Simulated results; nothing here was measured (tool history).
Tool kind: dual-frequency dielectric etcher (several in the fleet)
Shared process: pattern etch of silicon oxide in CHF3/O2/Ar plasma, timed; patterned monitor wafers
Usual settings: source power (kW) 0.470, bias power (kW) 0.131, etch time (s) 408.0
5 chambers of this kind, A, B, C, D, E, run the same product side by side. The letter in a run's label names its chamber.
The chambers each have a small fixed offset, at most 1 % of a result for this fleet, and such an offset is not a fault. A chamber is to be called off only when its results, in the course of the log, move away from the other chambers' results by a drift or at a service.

run,day,source power (kW),bias power (kW),etch time (s),hours since the last wet clean,hours since the last source power generator calibration,hours since the last bias power generator calibration,"read-back reference wafer on the same gauge, depth_nm",mean etch depth across the wafer (Å)
1A,0.250,0.470,0.131,408.0,281.8,1874.7,739.2,787.37,6686.7
2B,0.392,0.470,0.131,408.0,471.1,3721.4,2115.4,786.97,6636.4
# day 0.621: chamber B: wet clean of the chamber
3E,0.650,0.470,0.131,408.0,168.6,3071.7,2724.3,787.12,6592.7
4D,0.929,0.470,0.131,408.0,218.9,2268.5,3945.7,787.45,6580.1
5C,1.200,0.470,0.131,408.0,402.1,1964.4,118.3,787.44,6674.9
6D,1.396,0.470,0.131,408.0,230.1,2279.7,3956.9,787.66,6592.6
7B,1.538,0.470,0.131,408.0,22.1,3748.9,2142.9,787.53,6627.3
8E,1.783,0.470,0.131,408.0,195.8,3098.9,2751.5,787.49,6603.0
9A,2.025,0.470,0.131,330.0,324.4,1917.3,781.8,787.77,5397.0
10C,2.317,0.470,0.131,330.0,428.9,1991.2,145.1,788.17,5393.3
11A,2.562,0.470,0.131,330.0,337.3,1930.2,794.7,787.79,5403.8
12C,2.808,0.470,0.131,330.0,440.7,2003.0,156.9,788.28,5405.1
13B,3.079,0.470,0.131,330.0,59.1,3785.9,2179.9,788.50,5383.9
14D,3.329,0.470,0.131,408.0,276.5,2326.1,4003.3,788.77,6586.6
15E,3.612,0.470,0.131,408.0,239.7,3142.8,2795.4,788.76,6629.6
16E,3.788,0.470,0.131,408.0,243.9,3147.0,2799.6,788.81,6603.8
17B,3.992,0.470,0.131,408.0,81.0,3807.8,2201.8,789.01,6655.1
18A,4.267,0.470,0.131,408.0,378.2,1971.1,835.6,789.34,6686.2
19C,4.517,0.470,0.131,408.0,481.7,2044.0,197.9,789.02,6687.3
20D,4.817,0.470,0.131,408.0,312.2,2361.8,4039.0,789.65,6593.0
21A,5.038,0.470,0.131,408.0,396.7,1989.6,854.1,789.61,6684.8
22E,5.292,0.470,0.131,408.0,280.0,3183.1,2835.7,789.32,6611.5
23D,5.538,0.470,0.131,408.0,329.5,2379.1,4056.3,789.79,6616.1
24B,5.742,0.470,0.131,408.0,123.0,3849.8,2243.8,789.72,6671.0
25C,6.029,0.470,0.131,408.0,518.0,2080.3,234.2,790.12,6676.1
26E,6.246,0.570,0.131,315.5,302.9,3206.0,2858.6,789.58,5519.0
27A,6.500,0.570,0.131,315.5,431.8,2024.7,889.2,790.16,5587.2
28C,6.692,0.570,0.131,315.5,533.9,2096.2,250.1,790.28,5582.6
29B,6.904,0.570,0.131,315.5,150.9,3877.7,2271.7,790.30,5558.6
30D,7.062,0.570,0.131,315.5,366.1,2415.7,4092.9,790.42,5530.1
31B,7.233,0.470,0.131,408.0,158.8,3885.6,2279.6,790.35,6676.4
32C,7.483,0.470,0.131,408.0,552.9,2115.2,269.1,790.57,6688.3
33A,7.625,0.470,0.131,408.0,458.8,2051.7,916.2,790.45,6680.4
# day 7.721: chamber C: wet clean of the chamber
34E,7.800,0.470,0.131,408.0,340.2,3243.3,2895.9,790.85,6608.1
35D,7.946,0.470,0.131,408.0,387.3,2436.9,4114.1,790.84,6616.0
36E,8.158,0.470,0.131,408.0,348.8,3251.9,2904.5,791.06,6629.1
37D,8.425,0.470,0.131,408.0,398.8,2448.4,4125.6,791.29,6606.1
38C,8.650,0.470,0.131,408.0,22.4,2143.2,297.1,791.05,6698.4
39B,8.808,0.470,0.131,408.0,196.6,3923.4,2317.4,791.19,6672.4
40A,9.071,0.470,0.131,408.0,493.5,2086.4,950.9,791.49,6697.3
41C,9.283,0.470,0.131,408.0,37.6,2158.4,312.3,791.27,6713.1
42A,9.438,0.470,0.131,408.0,502.3,2095.2,959.7,791.66,6723.8
43E,9.733,0.470,0.131,408.0,386.6,3289.7,2942.3,791.43,6636.2
44B,9.942,0.470,0.131,408.0,223.8,3950.6,2344.6,791.52,6705.5

All chambers now run identical settings, listed one chamber a line with results as question marks. What results will each chamber show?
45A,10.158,0.470,0.131,447.5,,,,,?
45B,10.158,0.470,0.131,447.5,,,,,?
45C,10.158,0.470,0.131,447.5,,,,,?
45D,10.158,0.470,0.131,447.5,,,,,?
45E,10.158,0.470,0.131,447.5,,,,,?

run,mean etch depth across the wafer (Å)
45A,7370.2
45B,7333.1
45C,7368.2
45D,7265.7
45E,7261.4

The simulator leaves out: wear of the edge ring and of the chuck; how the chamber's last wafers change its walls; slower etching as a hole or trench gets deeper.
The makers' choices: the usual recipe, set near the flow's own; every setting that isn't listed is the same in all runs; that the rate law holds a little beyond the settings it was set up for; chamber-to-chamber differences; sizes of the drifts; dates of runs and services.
